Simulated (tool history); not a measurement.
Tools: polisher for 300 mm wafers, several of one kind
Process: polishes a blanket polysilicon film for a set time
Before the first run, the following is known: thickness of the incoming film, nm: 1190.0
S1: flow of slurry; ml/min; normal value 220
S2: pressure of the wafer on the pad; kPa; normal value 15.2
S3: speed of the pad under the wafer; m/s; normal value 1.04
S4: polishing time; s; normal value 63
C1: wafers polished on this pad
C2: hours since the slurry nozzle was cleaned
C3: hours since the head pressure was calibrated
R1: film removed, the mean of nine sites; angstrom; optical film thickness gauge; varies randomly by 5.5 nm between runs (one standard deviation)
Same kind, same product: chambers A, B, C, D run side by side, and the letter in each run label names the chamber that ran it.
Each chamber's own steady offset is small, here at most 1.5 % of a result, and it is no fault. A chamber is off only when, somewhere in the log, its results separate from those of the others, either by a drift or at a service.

-- hour=3.2 chamber C: head pressure recalibrated
run 1B hour=8.5 | S1=220 S2=15.2 S3=1.04 S4=63 | C1=352 C2=272.2 C3=1193.5 | R1=4276.9
-- hour=8.6 chamber B: head pressure recalibrated
run 2D hour=15.7 | S1=220 S2=15.2 S3=1.04 S4=63 | C1=742 C2=147.2 C3=225.3 | R1=4281.5
-- hour=15.9 chamber A: slurry nozzle cleaned
run 3C hour=24 | S1=220 S2=15.2 S3=1.04 S4=63 | C1=1150 C2=117.3 C3=20.9 | R1=4227
-- hour=24.1 chamber A: worn pad replaced by a new one
-- hour=28.7 chamber B: worn pad replaced by a new one
run 4A hour=29.5 | S1=220 S2=15.2 S3=1.04 S4=63 | C1=56 C2=13.6 C3=1232.6 | R1=4252.3
-- hour=34.2 chamber C: worn pad replaced by a new one
run 5C hour=37.1 | S1=220 S2=15.2 S3=1.04 S4=63 | C1=29 C2=130.4 C3=34 | R1=4209.2
run 6D hour=43 | S1=220 S2=15.2 S3=1.04 S4=63 | C1=1024 C2=174.5 C3=252.6 | R1=4197.3
run 7B hour=49.3 | S1=220 S2=15.2 S3=1.04 S4=63 | C1=212 C2=313 C3=40.7 | R1=4201.9
run 8A hour=56.1 | S1=220 S2=15.2 S3=1.04 S4=63 | C1=330 C2=40.2 C3=1259.2 | R1=4268.6
-- hour=64.9 chamber D: worn pad replaced by a new one
run 9A hour=65.2 | S1=220 S2=15.2 S3=1.04 S4=63 | C1=424 C2=49.3 C3=1268.3 | R1=4215
run 10C hour=76 | S1=220 S2=15.2 S3=1.04 S4=63 | C1=431 C2=169.3 C3=72.9 | R1=4203.2
run 11B hour=84.5 | S1=220 S2=15.2 S3=1.04 S4=63 | C1=576 C2=348.2 C3=75.9 | R1=4319
-- hour=88 chamber B: slurry nozzle cleaned
-- hour=89.9 chamber B: worn pad replaced by a new one
run 12D hour=94.4 | S1=220 S2=17.9 S3=1.36 S4=63 | C1=305 C2=225.9 C3=304 | R1=6598.2
-- hour=96 chamber D: slurry nozzle cleaned
run 13C hour=101.7 | S1=220 S2=17.9 S3=1.36 S4=63 | C1=696 C2=195 C3=98.6 | R1=6444.2
run 14A hour=108.5 | S1=220 S2=17.9 S3=1.36 S4=63 | C1=871 C2=92.6 C3=1311.6 | R1=6528.3
run 15D hour=119 | S1=220 S2=17.9 S3=1.36 S4=63 | C1=559 C2=23 C3=328.6 | R1=6510.4
run 16B hour=127 | S1=220 S2=15.2 S3=1.04 S4=63 | C1=383 C2=39.1 C3=118.4 | R1=4318.9
run 17B hour=136.5 | S1=220 S2=15.2 S3=1.04 S4=63 | C1=481 C2=48.6 C3=127.9 | R1=4267.3
run 18A hour=141.6 | S1=220 S2=15.2 S3=1.04 S4=63 | C1=1213 C2=125.7 C3=1344.7 | R1=4205.4
-- hour=148.3 chamber B: worn pad replaced by a new one
run 19D hour=149.7 | S1=220 S2=15.2 S3=1.04 S4=63 | C1=875 C2=53.7 C3=359.3 | R1=4175.3
-- hour=158.9 chamber A: worn pad replaced by a new one
run 20C hour=160.5 | S1=220 S2=15.2 S3=1.04 S4=63 | C1=1303 C2=253.8 C3=157.4 | R1=4206.7
-- hour=161.5 chamber C: worn pad replaced by a new one
run 21D hour=170.6 | S1=220 S2=15.2 S3=1.04 S4=63 | C1=1091 C2=74.6 C3=380.2 | R1=4305.9
run 22C hour=176.6 | S1=220 S2=15.2 S3=1.04 S4=63 | C1=156 C2=269.9 C3=173.5 | R1=4192.6
-- hour=181.2 chamber D: worn pad replaced by a new one
run 23A hour=182.4 | S1=220 S2=15.2 S3=1.04 S4=63 | C1=243 C2=166.5 C3=1385.5 | R1=4300.5
run 24B hour=190.8 | S1=220 S2=15.2 S3=1.04 S4=63 | C1=439 C2=102.9 C3=182.2 | R1=4378.6
run 25B hour=196.2 | S1=220 S2=15.2 S3=1.04 S4=63 | C1=494 C2=108.3 C3=187.6 | R1=4316.2
run 26A hour=203.9 | S1=220 S2=15.2 S3=1.04 S4=63 | C1=465 C2=188 C3=1407 | R1=4204.6
run 27D hour=212.6 | S1=220 S2=15.2 S3=1.04 S4=63 | C1=324 C2=116.6 C3=422.2 | R1=4307.3
-- hour=214.8 chamber B: worn pad replaced by a new one
run 28C hour=223 | S1=220 S2=13.1 S3=1.26 S4=63 | C1=634 C2=316.3 C3=219.9 | R1=4442.8
run 29C hour=231.7 | S1=220 S2=13.1 S3=1.26 S4=63 | C1=724 C2=325 C3=228.6 | R1=4489.5
run 30A hour=240.3 | S1=220 S2=13.1 S3=1.26 S4=63 | C1=840 C2=224.4 C3=1443.4 | R1=4371.8
run 31B hour=246.3 | S1=220 S2=13.1 S3=1.26 S4=63 | C1=326 C2=158.4 C3=237.7 | R1=4450.7
-- hour=246.8 chamber A: slurry nozzle cleaned
run 32D hour=257.1 | S1=220 S2=15.2 S3=1.04 S4=63 | C1=783 C2=161.1 C3=466.7 | R1=4306.6
run 33D hour=266 | S1=220 S2=15.2 S3=1.04 S4=63 | C1=875 C2=170 C3=475.6 | R1=4214.5
run 34A hour=276.6 | S1=220 S2=15.2 S3=1.04 S4=63 | C1=1215 C2=29.9 C3=1479.7 | R1=4368.1

All 4 chambers run these settings next. Forecast each chamber's results:
run 35A hour=284.6 | S1=220 S2=15.2 S3=1.04 S4=63 | R1=?
run 35B hour=284.6 | S1=220 S2=15.2 S3=1.04 S4=63 | R1=?
run 35C hour=284.6 | S1=220 S2=15.2 S3=1.04 S4=63 | R1=?
run 35D hour=284.6 | S1=220 S2=15.2 S3=1.04 S4=63 | R1=?

run=35A R1=4188.4
run=35B R1=4246.9
run=35C R1=4242.2
run=35D R1=4278.7

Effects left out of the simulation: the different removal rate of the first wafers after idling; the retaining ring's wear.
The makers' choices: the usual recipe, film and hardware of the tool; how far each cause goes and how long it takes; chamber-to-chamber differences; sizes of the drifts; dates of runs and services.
